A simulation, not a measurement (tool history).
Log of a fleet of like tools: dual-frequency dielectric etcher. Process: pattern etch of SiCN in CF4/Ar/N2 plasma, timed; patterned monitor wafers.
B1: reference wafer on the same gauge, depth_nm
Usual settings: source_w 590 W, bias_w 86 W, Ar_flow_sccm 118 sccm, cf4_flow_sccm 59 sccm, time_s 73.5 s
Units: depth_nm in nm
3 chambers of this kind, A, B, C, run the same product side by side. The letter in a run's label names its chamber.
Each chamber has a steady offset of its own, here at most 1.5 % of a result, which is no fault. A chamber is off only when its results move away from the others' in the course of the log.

{"run": "1B", "hour": 7.6, "source_w": 590, "bias_w": 86, "Ar_flow_sccm": 118, "cf4_flow_sccm": 59, "time_s": 73.5, "B1": 89.874, "depth_nm": 81.505}
{"run": "2A", "hour": 16.9, "source_w": 590, "bias_w": 86, "Ar_flow_sccm": 118, "cf4_flow_sccm": 59, "time_s": 73.5, "B1": 89.867, "depth_nm": 80.704}
{"run": "3C", "hour": 25.5, "source_w": 590, "bias_w": 86, "Ar_flow_sccm": 118, "cf4_flow_sccm": 59, "time_s": 73.5, "B1": 89.863, "depth_nm": 82.003}
{"run": "4A", "hour": 37.9, "source_w": 590, "bias_w": 86, "Ar_flow_sccm": 118, "cf4_flow_sccm": 59, "time_s": 73.5, "B1": 89.839, "depth_nm": 80.733}
{"run": "5C", "hour": 46.8, "source_w": 590, "bias_w": 86, "Ar_flow_sccm": 118, "cf4_flow_sccm": 59, "time_s": 73.5, "B1": 89.831, "depth_nm": 81.982}
{"run": "6B", "hour": 58.0, "source_w": 590, "bias_w": 86, "Ar_flow_sccm": 118, "cf4_flow_sccm": 59, "time_s": 73.5, "B1": 89.752, "depth_nm": 81.396}
{"hour": 61.5, "done": "chamber C: wet clean of the chamber"}
{"run": "7B", "hour": 68.3, "source_w": 590, "bias_w": 86, "Ar_flow_sccm": 118, "cf4_flow_sccm": 59, "time_s": 73.5, "B1": 89.731, "depth_nm": 81.419}
{"run": "8A", "hour": 77.1, "source_w": 590, "bias_w": 86, "Ar_flow_sccm": 118, "cf4_flow_sccm": 59, "time_s": 73.5, "B1": 89.735, "depth_nm": 80.564}
{"run": "9C", "hour": 87.2, "source_w": 590, "bias_w": 86, "Ar_flow_sccm": 118, "cf4_flow_sccm": 59, "time_s": 73.5, "B1": 89.72, "depth_nm": 81.523}
{"run": "10C", "hour": 92.7, "source_w": 590, "bias_w": 86, "Ar_flow_sccm": 118, "cf4_flow_sccm": 59, "time_s": 73.5, "B1": 89.693, "depth_nm": 81.642}
{"run": "11B", "hour": 103.9, "source_w": 590, "bias_w": 86, "Ar_flow_sccm": 118, "cf4_flow_sccm": 59, "time_s": 73.5, "B1": 89.713, "depth_nm": 81.291}
{"hour": 109.8, "done": "chamber B: wet clean of the chamber"}
{"run": "12A", "hour": 116.4, "source_w": 590, "bias_w": 86, "Ar_flow_sccm": 118, "cf4_flow_sccm": 59, "time_s": 73.5, "B1": 89.591, "depth_nm": 80.719}
{"run": "13B", "hour": 126.2, "source_w": 590, "bias_w": 86, "Ar_flow_sccm": 118, "cf4_flow_sccm": 59, "time_s": 73.5, "B1": 89.614, "depth_nm": 81.145}
{"run": "14C", "hour": 137.9, "source_w": 590, "bias_w": 86, "Ar_flow_sccm": 118, "cf4_flow_sccm": 59, "time_s": 73.5, "B1": 89.597, "depth_nm": 81.605}
{"hour": 138.8, "done": "chamber A: wet clean of the chamber"}
{"run": "15A", "hour": 143.7, "source_w": 700, "bias_w": 86, "Ar_flow_sccm": 118, "cf4_flow_sccm": 59, "time_s": 73.5, "B1": 89.576, "depth_nm": 92.967}
{"run": "16C", "hour": 150.0, "source_w": 700, "bias_w": 86, "Ar_flow_sccm": 118, "cf4_flow_sccm": 59, "time_s": 73.5, "B1": 89.535, "depth_nm": 94.586}
{"run": "17A", "hour": 159.9, "source_w": 700, "bias_w": 86, "Ar_flow_sccm": 118, "cf4_flow_sccm": 59, "time_s": 73.5, "B1": 89.531, "depth_nm": 93.03}
{"run": "18B", "hour": 167.8, "source_w": 590, "bias_w": 86, "Ar_flow_sccm": 118, "cf4_flow_sccm": 59, "time_s": 73.5, "B1": 89.541, "depth_nm": 80.958}
{"run": "19A", "hour": 174.2, "source_w": 590, "bias_w": 86, "Ar_flow_sccm": 118, "cf4_flow_sccm": 59, "time_s": 73.5, "B1": 89.53, "depth_nm": 80.318}
{"run": "20B", "hour": 184.6, "source_w": 590, "bias_w": 86, "Ar_flow_sccm": 89, "cf4_flow_sccm": 59, "time_s": 73.5, "B1": 89.486, "depth_nm": 84.472}
{"run": "21C", "hour": 193.9, "source_w": 590, "bias_w": 86, "Ar_flow_sccm": 89, "cf4_flow_sccm": 59, "time_s": 73.5, "B1": 89.45, "depth_nm": 85.235}
{"run": "22A", "hour": 205.9, "source_w": 590, "bias_w": 86, "Ar_flow_sccm": 89, "cf4_flow_sccm": 59, "time_s": 73.5, "B1": 89.456, "depth_nm": 83.76}
{"run": "23B", "hour": 213.4, "source_w": 590, "bias_w": 86, "Ar_flow_sccm": 100, "cf4_flow_sccm": 59, "time_s": 73.5, "B1": 89.361, "depth_nm": 83.117}
{"run": "24C", "hour": 222.8, "source_w": 590, "bias_w": 86, "Ar_flow_sccm": 100, "cf4_flow_sccm": 59, "time_s": 73.5, "B1": 89.382, "depth_nm": 83.613}
{"run": "25B", "hour": 229.1, "source_w": 590, "bias_w": 86, "Ar_flow_sccm": 100, "cf4_flow_sccm": 59, "time_s": 73.5, "B1": 89.374, "depth_nm": 83.071}
{"run": "26A", "hour": 240.7, "source_w": 590, "bias_w": 86, "Ar_flow_sccm": 118, "cf4_flow_sccm": 59, "time_s": 73.5, "B1": 89.33, "depth_nm": 80.375}
{"run": "27C", "hour": 246.6, "source_w": 590, "bias_w": 86, "Ar_flow_sccm": 118, "cf4_flow_sccm": 59, "time_s": 73.5, "B1": 89.298, "depth_nm": 81.55}

Is one chamber off against the others, does the gauge drift, or is nothing wrong? If a chamber is off, say which, and what the likeliest cause is.

The gauge drifts, so all chambers seem to drift together. No chamber is off.
Cause: gauge reads low (%) = 0.661.

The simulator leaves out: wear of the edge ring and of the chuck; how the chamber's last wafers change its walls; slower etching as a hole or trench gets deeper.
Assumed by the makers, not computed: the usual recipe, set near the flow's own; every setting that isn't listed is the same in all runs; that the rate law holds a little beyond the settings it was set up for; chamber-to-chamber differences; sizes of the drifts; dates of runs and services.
